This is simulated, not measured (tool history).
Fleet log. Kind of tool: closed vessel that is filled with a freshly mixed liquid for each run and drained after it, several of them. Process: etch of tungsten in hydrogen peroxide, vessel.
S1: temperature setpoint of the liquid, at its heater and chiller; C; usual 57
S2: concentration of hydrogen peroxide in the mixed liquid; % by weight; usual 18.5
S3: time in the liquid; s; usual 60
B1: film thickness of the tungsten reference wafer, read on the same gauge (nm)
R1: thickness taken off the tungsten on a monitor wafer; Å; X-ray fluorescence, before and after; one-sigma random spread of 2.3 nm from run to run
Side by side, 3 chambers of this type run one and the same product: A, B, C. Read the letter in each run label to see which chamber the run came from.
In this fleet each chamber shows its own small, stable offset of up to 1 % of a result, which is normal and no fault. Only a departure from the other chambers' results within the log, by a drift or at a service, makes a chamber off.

Run 1B, hour 6.9: usual settings; B1 79.992. Result: R1 2463.9 Å.
Run 2A, hour 16.3: usual settings; B1 80.005. Result: R1 2457 Å.
Run 3C, hour 23.1: usual settings; B1 79.99. Result: R1 2412.5 Å.
Run 4C, hour 33.9: usual settings; B1 80.007. Result: R1 2455.7 Å.
Run 5B, hour 44.9: usual settings but S1 65 C, S3 75 s; B1 79.999. Result: R1 4909.4 Å.
At hour 50: chamber A: new drum of peroxide connected.
Run 6A, hour 53.8: usual settings but S1 65 C, S3 75 s; B1 80.005. Result: R1 4909.1 Å.
Run 7B, hour 59.8: usual settings but S1 65 C, S3 75 s; B1 80.01. Result: R1 4866.5 Å.
Run 8C, hour 72.1: usual settings but S1 61.5 C, S2 16.5 % by weight; B1 79.994. Result: R1 2982.5 Å.
Run 9A, hour 84.2: usual settings but S1 61.5 C, S2 16.5 % by weight; B1 80.007. Result: R1 3018.7 Å.
Run 10B, hour 90.1: usual settings but S1 61.5 C, S2 16.5 % by weight; B1 80.018. Result: R1 3037.4 Å.
Run 11C, hour 102.6: usual settings; B1 80.003. Result: R1 2445.7 Å.
Run 12A, hour 109.1: usual settings; B1 80.015. Result: R1 2445.1 Å.
Run 13A, hour 116.1: usual settings; B1 79.989. Result: R1 2432 Å.
Run 14B, hour 125.9: usual settings; B1 79.986. Result: R1 2445.8 Å.
Run 15C, hour 133.9: usual settings; B1 80.019. Result: R1 2428.2 Å.
Run 16B, hour 142.8: usual settings; B1 80.011. Result: R1 2469.9 Å.
Run 17C, hour 155.8: usual settings; B1 80.001. Result: R1 2419.7 Å.
Run 18A, hour 162.3: usual settings; B1 79.994. Result: R1 2494.6 Å.
Run 19B, hour 171.8: usual settings; B1 80.004. Result: R1 2493.8 Å.
Run 20C, hour 179.8: usual settings; B1 80.023. Result: R1 2369.4 Å.
Run 21A, hour 191.4: usual settings; B1 79.997. Result: R1 2450.7 Å.
Run 22B, hour 197.5: usual settings; B1 79.998. Result: R1 2497.4 Å.
Run 23C, hour 210: usual settings; B1 79.983. Result: R1 2356.9 Å.
Run 24A, hour 216.6: usual settings; B1 79.996. Result: R1 2492.6 Å.
Run 25B, hour 223.6: usual settings; B1 80.025. Result: R1 2500.3 Å.
Run 26A, hour 234.9: usual settings; B1 80.001. Result: R1 2450.1 Å.
Run 27C, hour 242: usual settings; B1 80.016. Result: R1 2329.4 Å.
Run 28C, hour 251.7: usual settings; B1 79.995. Result: R1 2305.6 Å.
Run 29B, hour 261.9: usual settings; B1 80.008. Result: R1 2465 Å.
Run 30A, hour 274.1: usual settings; B1 80.024. Result: R1 2463.8 Å.
Run 31A, hour 283.9: usual settings but S1 54 C; B1 80.024. Result: R1 2054.8 Å.
Run 32C, hour 296.4: usual settings but S1 54 C; B1 80.005. Result: R1 1933.4 Å.
Run 33B, hour 302.3: usual settings but S1 54 C; B1 80.019. Result: R1 2012.7 Å.
Run 34C, hour 308.8: usual settings; B1 79.988. Result: R1 2275.1 Å.

All chambers now run identical settings, listed one chamber a line with results as question marks. What results will each chamber show?
Run 35A, hour 318.1: usual settings but S3 35 s. Result: R1 ?.
Run 35B, hour 318.1: usual settings but S3 35 s. Result: R1 ?.
Run 35C, hour 318.1: usual settings but S3 35 s. Result: R1 ?.

run      R1
35A  1429.9
35B  1434.4
35C  1332.4
